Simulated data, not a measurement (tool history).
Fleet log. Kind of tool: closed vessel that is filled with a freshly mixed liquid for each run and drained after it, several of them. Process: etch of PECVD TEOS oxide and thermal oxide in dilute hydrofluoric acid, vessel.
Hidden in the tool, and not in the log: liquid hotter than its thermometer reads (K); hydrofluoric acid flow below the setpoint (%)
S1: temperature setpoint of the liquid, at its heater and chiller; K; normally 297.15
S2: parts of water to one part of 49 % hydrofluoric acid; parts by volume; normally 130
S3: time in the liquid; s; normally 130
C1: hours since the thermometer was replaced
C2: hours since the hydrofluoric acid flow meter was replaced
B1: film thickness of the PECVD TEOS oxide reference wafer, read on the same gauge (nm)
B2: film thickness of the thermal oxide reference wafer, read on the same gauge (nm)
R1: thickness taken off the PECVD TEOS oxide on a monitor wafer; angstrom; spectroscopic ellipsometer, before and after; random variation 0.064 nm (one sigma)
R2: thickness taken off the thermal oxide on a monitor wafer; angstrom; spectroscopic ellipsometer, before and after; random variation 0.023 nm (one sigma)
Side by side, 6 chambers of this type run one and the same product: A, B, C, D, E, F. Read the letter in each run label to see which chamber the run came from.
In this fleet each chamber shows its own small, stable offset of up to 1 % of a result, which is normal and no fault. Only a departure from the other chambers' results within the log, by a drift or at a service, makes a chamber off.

Run 1F, day 0.425: usual settings; C1 317.2; C2 1103.4; B1 80.016; B2 139.99. Result: R1 142.180 angstrom, R2 46.178 angstrom.
Run 2D, day 0.838: usual settings; C1 1307.3; C2 632.1; B1 79.999; B2 140.00. Result: R1 143.110 angstrom, R2 45.786 angstrom.
Run 3B, day 1.108: usual settings; C1 780.1; C2 269.2; B1 80.033; B2 139.97. Result: R1 141.530 angstrom, R2 45.625 angstrom.
Run 4E, day 1.450: usual settings; C1 617.2; C2 526.6; B1 80.015; B2 139.98. Result: R1 141.880 angstrom, R2 46.032 angstrom.
Run 5C, day 1.708: usual settings but S2 170 parts by volume, S3 85 s; C1 140.9; C2 993.1; B1 79.973; B2 140.02. Result: R1 67.825 angstrom, R2 22.007 angstrom.
Run 6A, day 2.079: usual settings but S2 170 parts by volume, S3 85 s; C1 869.7; C2 721.3; B1 79.999; B2 140.01. Result: R1 67.183 angstrom, R2 21.721 angstrom.
Run 7D, day 2.521: usual settings but S2 170 parts by volume, S3 85 s; C1 1347.7; C2 672.5; B1 80.018; B2 140.04. Result: R1 68.270 angstrom, R2 22.039 angstrom.
Run 8E, day 2.858: usual settings but S2 170 parts by volume, S3 85 s; C1 651.0; C2 560.4; B1 79.995; B2 139.99. Result: R1 67.648 angstrom, R2 22.077 angstrom.
Run 9C, day 3.079: usual settings but S2 170 parts by volume, S3 85 s; C1 173.8; C2 1026.0; B1 79.986; B2 140.00. Result: R1 67.612 angstrom, R2 22.025 angstrom.
Run 10B, day 3.483: usual settings but S2 170 parts by volume, S3 85 s; C1 837.1; C2 326.2; B1 80.013; B2 140.00. Result: R1 67.722 angstrom, R2 21.825 angstrom.
Run 11F, day 3.758: usual settings; C1 397.2; C2 1183.4; B1 79.995; B2 140.03. Result: R1 141.130 angstrom, R2 46.259 angstrom.
Run 12A, day 4.050: usual settings; C1 917.0; C2 768.6; B1 79.998; B2 140.02. Result: R1 140.580 angstrom, R2 45.829 angstrom.
Run 13F, day 4.392: usual settings; C1 412.4; C2 1198.6; B1 80.009; B2 139.99. Result: R1 141.720 angstrom, R2 45.902 angstrom.
Run 14A, day 4.725: usual settings but S1 293.65 K, S3 85 s; C1 933.2; C2 784.8; B1 80.021; B2 140.00. Result: R1 79.526 angstrom, R2 26.169 angstrom.
At day 4.771: chamber B: thermometer replaced.
Run 15B, day 5.021: usual settings but S1 293.65 K, S3 85 s; C1 6.1; C2 363.1; B1 80.006; B2 139.96. Result: R1 80.696 angstrom, R2 26.055 angstrom.
Run 16D, day 5.467: usual settings but S1 293.65 K, S3 85 s; C1 1418.4; C2 743.2; B1 79.989; B2 140.01. Result: R1 81.287 angstrom, R2 26.207 angstrom.
Run 17E, day 5.817: usual settings but S1 293.65 K, S3 85 s; C1 722.0; C2 631.4; B1 79.983; B2 139.99. Result: R1 80.315 angstrom, R2 26.135 angstrom.
At day 5.938: chamber E: thermometer replaced.
Run 18C, day 6.088: usual settings but S1 293.65 K, S3 85 s; C1 246.0; C2 1098.2; B1 79.999; B2 140.01. Result: R1 81.296 angstrom, R2 26.249 angstrom.
Run 19B, day 6.367: usual settings but S1 293.65 K, S3 85 s; C1 38.4; C2 395.4; B1 79.989; B2 139.99. Result: R1 81.032 angstrom, R2 26.107 angstrom.
Run 20C, day 6.817: usual settings; C1 263.5; C2 1115.7; B1 80.004; B2 140.04. Result: R1 141.460 angstrom, R2 46.314 angstrom.
Run 21E, day 7.121: usual settings; C1 28.5; C2 662.7; B1 79.993; B2 139.98. Result: R1 141.070 angstrom, R2 46.101 angstrom.
Run 22D, day 7.379: usual settings; C1 1464.3; C2 789.1; B1 80.013; B2 139.99. Result: R1 142.590 angstrom, R2 45.490 angstrom.
Run 23F, day 7.638: usual settings; C1 490.3; C2 1276.5; B1 80.004; B2 140.03. Result: R1 141.000 angstrom, R2 46.444 angstrom.
Run 24A, day 8.029: usual settings; C1 1012.5; C2 864.1; B1 79.991; B2 139.98. Result: R1 140.440 angstrom, R2 45.523 angstrom.
Run 25C, day 8.338: usual settings but S2 85 parts by volume; C1 300.0; C2 1152.2; B1 80.005; B2 139.98. Result: R1 226.220 angstrom, R2 73.785 angstrom.
Run 26A, day 8.567: usual settings but S2 85 parts by volume; C1 1025.4; C2 877.0; B1 79.975; B2 140.02. Result: R1 229.160 angstrom, R2 74.667 angstrom.
Run 27B, day 8.962: usual settings but S2 85 parts by volume; C1 100.7; C2 457.7; B1 80.011; B2 140.02. Result: R1 229.630 angstrom, R2 74.095 angstrom.
Run 28F, day 9.342: usual settings but S2 85 parts by volume; C1 531.2; C2 1317.4; B1 79.983; B2 140.00. Result: R1 230.080 angstrom, R2 74.717 angstrom.
Run 29D, day 9.700: usual settings but S2 85 parts by volume; C1 1520.0; C2 844.8; B1 80.007; B2 140.01. Result: R1 228.490 angstrom, R2 74.255 angstrom.
Run 30E, day 9.904: usual settings but S2 85 parts by volume; C1 95.3; C2 729.5; B1 80.003; B2 140.00. Result: R1 228.660 angstrom, R2 73.730 angstrom.
Run 31A, day 10.117: usual settings but S1 292.65 K, S3 65 s; C1 1062.6; C2 914.2; B1 79.991; B2 140.03. Result: R1 58.857 angstrom, R2 19.148 angstrom.
Run 32F, day 10.350: usual settings but S1 292.65 K, S3 65 s; C1 555.4; C2 1341.6; B1 80.030; B2 140.03. Result: R1 58.833 angstrom, R2 19.391 angstrom.
Run 33C, day 10.550: usual settings but S1 292.65 K, S3 65 s; C1 353.1; C2 1205.3; B1 79.989; B2 139.99. Result: R1 59.410 angstrom, R2 19.252 angstrom.
Run 34E, day 10.925: usual settings but S1 292.65 K, S3 65 s; C1 119.8; C2 754.0; B1 80.012; B2 139.98. Result: R1 58.973 angstrom, R2 19.196 angstrom.
Run 35D, day 11.133: usual settings but S1 292.65 K, S3 65 s; C1 1554.4; C2 879.2; B1 79.995; B2 139.98. Result: R1 59.700 angstrom, R2 19.040 angstrom.
Run 36B, day 11.375: usual settings but S1 292.65 K, S3 65 s; C1 158.6; C2 515.6; B1 80.006; B2 139.98. Result: R1 58.954 angstrom, R2 19.106 angstrom.
Run 37C, day 11.725: usual settings; C1 381.3; C2 1233.5; B1 80.019; B2 140.02. Result: R1 141.070 angstrom, R2 46.187 angstrom.

Predict what each chamber gives when all 6 of them run the settings below next.
Run 38A, day 12.054: usual settings but S1 299.65 K. Result: R1 ?, R2 ?.
Run 38B, day 12.054: usual settings but S1 299.65 K. Result: R1 ?, R2 ?.
Run 38C, day 12.054: usual settings but S1 299.65 K. Result: R1 ?, R2 ?.
Run 38D, day 12.054: usual settings but S1 299.65 K. Result: R1 ?, R2 ?.
Run 38E, day 12.054: usual settings but S1 299.65 K. Result: R1 ?, R2 ?.
Run 38F, day 12.054: usual settings but S1 299.65 K. Result: R1 ?, R2 ?.

run       R1      R2
38A  154.640  50.252
38B  155.450  50.649
38C  155.520  50.222
38D  156.790  50.243
38E  154.620  50.544
38F  156.110  51.102

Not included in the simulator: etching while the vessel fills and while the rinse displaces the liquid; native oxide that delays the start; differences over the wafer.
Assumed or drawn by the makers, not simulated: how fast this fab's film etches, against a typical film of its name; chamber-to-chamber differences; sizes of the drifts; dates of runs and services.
